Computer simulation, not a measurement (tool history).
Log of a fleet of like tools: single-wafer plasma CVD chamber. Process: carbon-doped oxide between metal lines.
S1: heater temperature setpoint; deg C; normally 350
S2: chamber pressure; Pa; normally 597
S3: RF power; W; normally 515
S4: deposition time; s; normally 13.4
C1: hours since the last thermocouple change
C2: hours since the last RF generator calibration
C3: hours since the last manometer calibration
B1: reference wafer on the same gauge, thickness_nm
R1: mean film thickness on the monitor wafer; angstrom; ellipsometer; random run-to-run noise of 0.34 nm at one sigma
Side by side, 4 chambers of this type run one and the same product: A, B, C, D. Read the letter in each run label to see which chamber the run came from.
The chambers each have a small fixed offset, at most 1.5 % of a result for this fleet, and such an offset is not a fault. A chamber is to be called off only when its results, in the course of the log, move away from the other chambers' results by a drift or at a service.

Run 1D, hour 8.9: usual settings; C1 264.8; C2 626.5; C3 1977.1; B1 67.25. Result: R1 693.15 angstrom.
Run 2A, hour 18.6: usual settings; C1 927.2; C2 1102.3; C3 1865.4; B1 67.353. Result: R1 702.04 angstrom.
Run 3C, hour 33.5: usual settings; C1 1232.9; C2 1664.7; C3 1853.2; B1 67.241. Result: R1 700.16 angstrom.
Run 4B, hour 47.6: usual settings; C1 477.3; C2 812.4; C3 542.8; B1 67.234. Result: R1 702.43 angstrom.
Run 5B, hour 63.1: usual settings; C1 492.8; C2 827.9; C3 558.3; B1 67.309. Result: R1 705.99 angstrom.
Run 6A, hour 70.4: usual settings; C1 979; C2 1154.1; C3 1917.2; B1 67.263. Result: R1 698.85 angstrom.
Run 7C, hour 80.7: usual settings; C1 1280.1; C2 1711.9; C3 1900.4; B1 67.24. Result: R1 691.92 angstrom.
Run 8D, hour 87.6: usual settings but S3 575 W, S4 15.4 s; C1 343.5; C2 705.2; C3 2055.8; B1 67.3. Result: R1 856.02 angstrom.
Run 9B, hour 103.1: usual settings but S3 575 W, S4 15.4 s; C1 532.8; C2 867.9; C3 598.3; B1 67.379. Result: R1 873.1 angstrom.
Run 10D, hour 117.3: usual settings but S3 575 W, S4 15.4 s; C1 373.2; C2 734.9; C3 2085.5; B1 67.326. Result: R1 847.51 angstrom.
Run 11A, hour 128.4: usual settings but S3 575 W, S4 15.4 s; C1 1037; C2 1212.1; C3 1975.2; B1 67.295. Result: R1 863.13 angstrom.
Run 12C, hour 138.6: usual settings; C1 1338; C2 1769.8; C3 1958.3; B1 67.186. Result: R1 695.04 angstrom.
Run 13A, hour 149.3: usual settings; C1 1057.9; C2 1233; C3 1996.1; B1 67.272. Result: R1 698.82 angstrom.
At hour 151.1: chamber D: capacitance manometer re-zeroed and calibrated.
Run 14B, hour 156.8: usual settings; C1 586.5; C2 921.6; C3 652; B1 67.259. Result: R1 704.09 angstrom.
Run 15D, hour 168.9: usual settings but S1 364 deg C; C1 424.8; C2 786.5; C3 17.8; B1 67.306. Result: R1 673.21 angstrom.
Run 16C, hour 176.5: usual settings but S1 364 deg C; C1 1375.9; C2 1807.7; C3 1996.2; B1 67.298. Result: R1 669.16 angstrom.
Run 17A, hour 191.6: usual settings but S1 364 deg C; C1 1100.2; C2 1275.3; C3 2038.4; B1 67.269. Result: R1 674.91 angstrom.
Run 18D, hour 204.3: usual settings but S1 364 deg C; C1 460.2; C2 821.9; C3 53.2; B1 67.191. Result: R1 670.63 angstrom.
Run 19C, hour 211.2: usual settings; C1 1410.6; C2 1842.4; C3 2030.9; B1 67.279. Result: R1 691.8 angstrom.
Run 20B, hour 223.8: usual settings; C1 653.5; C2 988.6; C3 719; B1 67.243. Result: R1 703.23 angstrom.
Run 21C, hour 231.2: usual settings; C1 1430.6; C2 1862.4; C3 2050.9; B1 67.308. Result: R1 691.75 angstrom.
Run 22B, hour 244.1: usual settings; C1 673.8; C2 1008.9; C3 739.3; B1 67.322. Result: R1 704.11 angstrom.
At hour 246.3: chamber C: thermocouple changed; heater temperature recalibrated.
Run 23A, hour 251: usual settings; C1 1159.6; C2 1334.7; C3 2097.8; B1 67.277. Result: R1 700.14 angstrom.
Run 24D, hour 266.5: usual settings; C1 522.4; C2 884.1; C3 115.4; B1 67.256. Result: R1 693.78 angstrom.
Run 25D, hour 278.5: usual settings; C1 534.4; C2 896.1; C3 127.4; B1 67.334. Result: R1 689.52 angstrom.
Run 26A, hour 287.3: usual settings; C1 1195.9; C2 1371; C3 2134.1; B1 67.187. Result: R1 706.47 angstrom.
Run 27B, hour 301.2: usual settings; C1 730.9; C2 1066; C3 796.4; B1 67.369. Result: R1 706.89 angstrom.
Run 28C, hour 315.2: usual settings; C1 69; C2 1946.4; C3 2134.9; B1 67.253. Result: R1 694.01 angstrom.
Run 29A, hour 323.1: usual settings; C1 1231.7; C2 1406.8; C3 2169.9; B1 67.263. Result: R1 698.55 angstrom.
Run 30D, hour 336.9: usual settings; C1 592.8; C2 954.5; C3 185.8; B1 67.329. Result: R1 699.98 angstrom.
Run 31B, hour 349.2: usual settings but S1 358 deg C; C1 778.9; C2 1114; C3 844.4; B1 67.31. Result: R1 687.84 angstrom.
Run 32C, hour 364.3: usual settings but S1 358 deg C; C1 118.1; C2 1995.5; C3 2184; B1 67.287. Result: R1 676.12 angstrom.
Run 33A, hour 372.5: usual settings but S1 358 deg C; C1 1281.1; C2 1456.2; C3 2219.3; B1 67.251. Result: R1 686.52 angstrom.
Run 34D, hour 382.3: usual settings but S1 358 deg C; C1 638.2; C2 999.9; C3 231.2; B1 67.317. Result: R1 682.4 angstrom.
Run 35B, hour 394.3: usual settings; C1 824; C2 1159.1; C3 889.5; B1 67.377. Result: R1 709.41 angstrom.
Run 36C, hour 405.9: usual settings; C1 159.7; C2 2037.1; C3 2225.6; B1 67.191. Result: R1 698.32 angstrom.

All chambers now run identical settings, listed one chamber a line with results as question marks. What results will each chamber show?
Run 37A, hour 417: usual settings. Result: R1 ?.
Run 37B, hour 417: usual settings. Result: R1 ?.
Run 37C, hour 417: usual settings. Result: R1 ?.
Run 37D, hour 417: usual settings. Result: R1 ?.

run      R1
37A  692.09
37B  705.39
37C  697.69
37D  698.21

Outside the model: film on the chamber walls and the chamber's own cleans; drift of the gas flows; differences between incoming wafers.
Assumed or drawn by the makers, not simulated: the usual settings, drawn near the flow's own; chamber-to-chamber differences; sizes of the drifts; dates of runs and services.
